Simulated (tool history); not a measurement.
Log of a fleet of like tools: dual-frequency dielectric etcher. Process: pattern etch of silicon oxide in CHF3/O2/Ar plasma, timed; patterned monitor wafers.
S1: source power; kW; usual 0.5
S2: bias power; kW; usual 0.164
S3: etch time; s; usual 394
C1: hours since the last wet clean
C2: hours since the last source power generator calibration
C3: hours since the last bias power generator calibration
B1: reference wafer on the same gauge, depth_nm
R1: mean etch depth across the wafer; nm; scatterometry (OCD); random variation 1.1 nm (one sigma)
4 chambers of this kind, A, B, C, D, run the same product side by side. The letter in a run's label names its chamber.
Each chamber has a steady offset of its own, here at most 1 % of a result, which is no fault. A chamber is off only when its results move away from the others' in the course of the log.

{"run": "1D", "hour": 10.2, "S1": 0.5, "S2": 0.164, "S3": 394, "C1": 312.1, "C2": 418.3, "C3": 1541.4, "B1": 600.96, "R1": 703.43}
{"run": "2C", "hour": 15.6, "S1": 0.5, "S2": 0.164, "S3": 394, "C1": 174.6, "C2": 2484.6, "C3": 972.9, "B1": 601.21, "R1": 709.03}
{"hour": 16.1, "done": "chamber B: wet clean of the chamber"}
{"run": "3A", "hour": 25.7, "S1": 0.5, "S2": 0.164, "S3": 394, "C1": 245.8, "C2": 143.8, "C3": 894.5, "B1": 601.07, "R1": 711.93}
{"run": "4B", "hour": 36.8, "S1": 0.5, "S2": 0.164, "S3": 394, "C1": 20.8, "C2": 122.2, "C3": 1074.2, "B1": 601.35, "R1": 702.46}
{"run": "5D", "hour": 44.5, "S1": 0.5, "S2": 0.164, "S3": 394, "C1": 346.4, "C2": 452.6, "C3": 1575.7, "B1": 601.63, "R1": 703.75}
{"run": "6C", "hour": 55.1, "S1": 0.5, "S2": 0.164, "S3": 394, "C1": 214.1, "C2": 2524.1, "C3": 1012.4, "B1": 601.44, "R1": 711.65}
{"run": "7B", "hour": 64.5, "S1": 0.5, "S2": 0.164, "S3": 394, "C1": 48.5, "C2": 149.9, "C3": 1101.9, "B1": 601.73, "R1": 704.87}
{"run": "8A", "hour": 71.5, "S1": 0.6, "S2": 0.202, "S3": 394, "C1": 291.6, "C2": 189.6, "C3": 940.3, "B1": 602, "R1": 817.96}
{"run": "9D", "hour": 76.8, "S1": 0.6, "S2": 0.202, "S3": 394, "C1": 378.7, "C2": 484.9, "C3": 1608, "B1": 601.77, "R1": 808.29}
{"run": "10A", "hour": 82.5, "S1": 0.6, "S2": 0.202, "S3": 394, "C1": 302.6, "C2": 200.6, "C3": 951.3, "B1": 601.82, "R1": 819.21}
{"run": "11B", "hour": 94.1, "S1": 0.6, "S2": 0.202, "S3": 394, "C1": 78.1, "C2": 179.5, "C3": 1131.5, "B1": 601.89, "R1": 812.44}
{"run": "12C", "hour": 100.3, "S1": 0.5, "S2": 0.164, "S3": 394, "C1": 259.3, "C2": 2569.3, "C3": 1057.6, "B1": 602.24, "R1": 712.64}
{"run": "13A", "hour": 112.0, "S1": 0.5, "S2": 0.164, "S3": 394, "C1": 332.1, "C2": 230.1, "C3": 980.8, "B1": 602.02, "R1": 710.57}
{"run": "14C", "hour": 122.7, "S1": 0.5, "S2": 0.164, "S3": 394, "C1": 281.7, "C2": 2591.7, "C3": 1080, "B1": 602.38, "R1": 710.25}
{"run": "15B", "hour": 133.2, "S1": 0.5, "S2": 0.164, "S3": 394, "C1": 117.2, "C2": 218.6, "C3": 1170.6, "B1": 602.16, "R1": 703.67}
{"run": "16D", "hour": 141.7, "S1": 0.5, "S2": 0.164, "S3": 394, "C1": 443.6, "C2": 549.8, "C3": 1672.9, "B1": 602.66, "R1": 705.5}
{"run": "17B", "hour": 149.5, "S1": 0.5, "S2": 0.164, "S3": 394, "C1": 133.5, "C2": 234.9, "C3": 1186.9, "B1": 602.45, "R1": 708.13}
{"run": "18D", "hour": 159.5, "S1": 0.5, "S2": 0.164, "S3": 394, "C1": 461.4, "C2": 567.6, "C3": 1690.7, "B1": 602.78, "R1": 707.45}
{"run": "19A", "hour": 170.7, "S1": 0.5, "S2": 0.164, "S3": 394, "C1": 390.8, "C2": 288.8, "C3": 1039.5, "B1": 602.66, "R1": 710.72}
{"run": "20C", "hour": 178.5, "S1": 0.5, "S2": 0.164, "S3": 394, "C1": 337.5, "C2": 2647.5, "C3": 1135.8, "B1": 602.98, "R1": 712.79}
{"hour": 180.9, "done": "chamber A: wet clean of the chamber"}
{"run": "21B", "hour": 188.5, "S1": 0.58, "S2": 0.164, "S3": 394, "C1": 172.5, "C2": 273.9, "C3": 1225.9, "B1": 602.75, "R1": 746.94}
{"run": "22D", "hour": 199.1, "S1": 0.58, "S2": 0.164, "S3": 394, "C1": 501, "C2": 607.2, "C3": 1730.3, "B1": 603.02, "R1": 747.98}
{"run": "23A", "hour": 205.8, "S1": 0.58, "S2": 0.164, "S3": 394, "C1": 25, "C2": 323.9, "C3": 1074.6, "B1": 603.2, "R1": 756.1}
{"run": "24C", "hour": 211.3, "S1": 0.58, "S2": 0.164, "S3": 394, "C1": 370.3, "C2": 2680.3, "C3": 1168.6, "B1": 602.97, "R1": 752.88}
{"run": "25A", "hour": 223.2, "S1": 0.5, "S2": 0.164, "S3": 394, "C1": 42.4, "C2": 341.3, "C3": 1092, "B1": 603.34, "R1": 712.35}
{"run": "26D", "hour": 231.7, "S1": 0.5, "S2": 0.164, "S3": 394, "C1": 533.6, "C2": 639.8, "C3": 1762.9, "B1": 603.26, "R1": 709.13}
{"run": "27C", "hour": 243.1, "S1": 0.5, "S2": 0.164, "S3": 394, "C1": 402.1, "C2": 2712.1, "C3": 1200.4, "B1": 603.41, "R1": 713.11}
{"run": "28B", "hour": 251.3, "S1": 0.5, "S2": 0.164, "S3": 495.5, "C1": 235.3, "C2": 336.7, "C3": 1288.7, "B1": 603.72, "R1": 891.41}
{"run": "29B", "hour": 262.1, "S1": 0.5, "S2": 0.164, "S3": 495.5, "C1": 246.1, "C2": 347.5, "C3": 1299.5, "B1": 603.79, "R1": 890.24}
{"run": "30C", "hour": 274.1, "S1": 0.5, "S2": 0.164, "S3": 495.5, "C1": 433.1, "C2": 2743.1, "C3": 1231.4, "B1": 603.89, "R1": 899.15}
{"hour": 283.2, "done": "chamber D: wet clean of the chamber"}
{"run": "31A", "hour": 286.2, "S1": 0.5, "S2": 0.164, "S3": 495.5, "C1": 105.4, "C2": 404.3, "C3": 1155, "B1": 604.26, "R1": 895.02}
{"run": "32D", "hour": 292.9, "S1": 0.5, "S2": 0.164, "S3": 394, "C1": 9.7, "C2": 701, "C3": 1824.1, "B1": 604.43, "R1": 707.55}
{"hour": 293.3, "done": "chamber C: wet clean of the chamber"}
{"run": "33C", "hour": 302.0, "S1": 0.5, "S2": 0.164, "S3": 394, "C1": 8.8, "C2": 2771, "C3": 1259.3, "B1": 603.91, "R1": 710.84}
{"run": "34D", "hour": 310.7, "S1": 0.43, "S2": 0.181, "S3": 394, "C1": 27.5, "C2": 718.8, "C3": 1841.9, "B1": 604.25, "R1": 690.3}
{"run": "35B", "hour": 320.6, "S1": 0.43, "S2": 0.181, "S3": 394, "C1": 304.6, "C2": 406, "C3": 1358, "B1": 604.5, "R1": 691.83}
{"run": "36A", "hour": 327.7, "S1": 0.43, "S2": 0.181, "S3": 394, "C1": 146.9, "C2": 445.8, "C3": 1196.5, "B1": 604.35, "R1": 698.66}
{"run": "37A", "hour": 339.2, "S1": 0.43, "S2": 0.181, "S3": 394, "C1": 158.4, "C2": 457.3, "C3": 1208, "B1": 604.42, "R1": 697.95}
{"run": "38C", "hour": 345.8, "S1": 0.5, "S2": 0.164, "S3": 394, "C1": 52.6, "C2": 2814.8, "C3": 1303.1, "B1": 604.55, "R1": 713.94}
{"run": "39D", "hour": 354.7, "S1": 0.5, "S2": 0.164, "S3": 394, "C1": 71.5, "C2": 762.8, "C3": 1885.9, "B1": 604.7, "R1": 708.35}
{"run": "40B", "hour": 364.0, "S1": 0.5, "S2": 0.164, "S3": 394, "C1": 348, "C2": 449.4, "C3": 1401.4, "B1": 604.88, "R1": 708.11}
{"run": "41D", "hour": 373.4, "S1": 0.5, "S2": 0.164, "S3": 394, "C1": 90.2, "C2": 781.5, "C3": 1904.6, "B1": 604.9, "R1": 710.01}

Is one chamber off against the others, does the gauge drift, or is nothing wrong? If a chamber is off, say which, and what the likeliest cause is.

The gauge drifts, so all chambers seem to drift together. No chamber is off.
Cause: gauge reads high (%) = 0.668.

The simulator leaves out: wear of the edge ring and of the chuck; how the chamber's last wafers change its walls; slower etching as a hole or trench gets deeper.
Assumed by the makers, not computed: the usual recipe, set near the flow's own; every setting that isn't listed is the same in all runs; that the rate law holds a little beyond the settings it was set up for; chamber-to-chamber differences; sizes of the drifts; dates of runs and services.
